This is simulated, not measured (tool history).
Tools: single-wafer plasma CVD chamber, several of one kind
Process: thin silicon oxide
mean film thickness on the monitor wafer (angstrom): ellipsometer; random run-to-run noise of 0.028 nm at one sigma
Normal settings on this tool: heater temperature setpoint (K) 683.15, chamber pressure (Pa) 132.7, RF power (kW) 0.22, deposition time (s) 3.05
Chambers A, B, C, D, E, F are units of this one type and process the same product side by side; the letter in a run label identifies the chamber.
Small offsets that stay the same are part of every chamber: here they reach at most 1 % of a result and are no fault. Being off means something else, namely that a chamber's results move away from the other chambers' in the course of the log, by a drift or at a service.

run,hour,heater temperature setpoint (K),chamber pressure (Pa),RF power (kW),deposition time (s),hours since the last thermocouple change,hours since the last RF generator calibration,hours since the last manometer calibration,"read-back reference wafer on the same gauge, thickness_nm",mean film thickness on the monitor wafer (angstrom)
1B,6.7,683.15,132.7,0.22,3.05,2156.5,660.4,1251,4.9202,57.574
2A,13.6,683.15,132.7,0.22,3.05,1309.2,67.3,838.2,4.9225,58.414
3C,17.7,683.15,132.7,0.22,3.05,1114.3,1761.4,363.3,4.9242,58.059
4F,24,683.15,132.7,0.22,3.05,330.2,973.3,1239.2,4.9213,58.077
5D,27.4,690.15,132.7,0.22,3.05,1641.6,652.5,1391.3,4.9184,58.335
6E,34.4,690.15,132.7,0.22,3.05,900.2,1736.6,927.9,4.9185,58.538
7C,37.7,690.15,132.7,0.22,3.05,1134.3,1781.4,383.3,4.9194,57.853
8D,41.1,690.15,132.7,0.22,3.05,1655.3,666.2,1405,4.9291,58.576
9B,45,690.15,132.7,0.22,3.05,2194.8,698.7,1289.3,4.9215,58.299
10F,49,690.15,132.7,0.22,3.05,355.2,998.3,1264.2,4.9156,58.143
11E,55.1,683.15,132.7,0.22,3.05,920.9,1757.3,948.6,4.9174,58.961
12A,58.3,683.15,132.7,0.22,3.05,1353.9,112,882.9,4.9222,58.335
13E,62,683.15,132.7,0.22,3.05,927.8,1764.2,955.5,4.9212,58.97
14F,68.8,683.15,132.7,0.22,3.05,375,1018.1,1284,4.9219,58.774
15D,74.8,683.15,132.7,0.22,3.05,1689,699.9,1438.7,4.9196,58.933
16A,80.7,683.15,132.7,0.22,3.05,1376.3,134.4,905.3,4.913,58.625
17C,85.5,683.15,132.7,0.22,3.05,1182.1,1829.2,431.1,4.9189,58.153
18B,89.4,683.15,132.7,0.22,3.05,2239.2,743.1,1333.7,4.9154,58.008
19A,95,683.15,132.7,0.22,3.05,1390.6,148.7,919.6,4.9235,58.238
20B,98.8,683.15,132.7,0.22,3.05,2248.6,752.5,1343.1,4.9169,58.511
21C,104.4,683.15,132.7,0.22,3.05,1201,1848.1,450,4.9138,57.935
22E,109.7,683.15,132.7,0.22,3.05,975.5,1811.9,1003.2,4.9182,58.963
# hour 111: chamber E: RF generator calibrated
23F,113.7,683.15,151.6,0.22,2.7,419.9,1063,1328.9,4.9265,56.365
24D,119.2,683.15,151.6,0.22,2.7,1733.4,744.3,1483.1,4.9209,57.08
25B,125.2,683.15,151.6,0.22,2.7,2275,778.9,1369.5,4.912,56.177
# hour 126.4: chamber D: thermocouple changed; heater temperature recalibrated
26E,128.5,683.15,151.6,0.22,2.7,994.3,17.6,1022,4.9212,57.2
27C,134.1,683.15,151.6,0.22,2.7,1230.7,1877.8,479.7,4.9271,56.519
# hour 134.3: chamber A: thermocouple changed; heater temperature recalibrated
28A,137.9,683.15,151.6,0.22,2.7,3.6,191.6,962.5,4.9207,56.587
# hour 139.1: chamber F: capacitance manometer re-zeroed and calibrated
29F,142.7,683.15,132.7,0.22,3.05,448.9,1092,3.7,4.9167,58.781
# hour 143.8: chamber B: RF generator calibrated
30D,148.9,689.15,120.3,0.22,3.05,22.6,774,1512.8,4.9181,54.302
31E,155.2,689.15,120.3,0.22,3.05,1021,44.3,1048.7,4.9246,54.151
32D,161.2,689.15,120.3,0.22,3.05,34.9,786.3,1525.1,4.912,54.392
33F,168,689.15,120.3,0.22,3.05,474.2,1117.3,29,4.9192,53.561
34B,172.4,689.15,120.3,0.22,3.05,2322.2,28.7,1416.7,4.9146,53.478
35A,179.7,689.15,120.3,0.22,3.05,45.4,233.4,1004.3,4.9274,54.165
36C,185.8,683.15,132.7,0.22,3.05,1282.4,1929.5,531.4,4.9196,58.035

Next, all 6 chambers run the settings below, one line each with question marks for the results. What does each chamber give?
37A,191.1,683.15,132.7,0.22,3.05,,,,,?
37B,191.1,683.15,132.7,0.22,3.05,,,,,?
37C,191.1,683.15,132.7,0.22,3.05,,,,,?
37D,191.1,683.15,132.7,0.22,3.05,,,,,?
37E,191.1,683.15,132.7,0.22,3.05,,,,,?
37F,191.1,683.15,132.7,0.22,3.05,,,,,?

run,mean film thickness on the monitor wafer (angstrom)
37A,57.821
37B,58.07
37C,58.513
37D,58.889
37E,58.948
37F,59.003
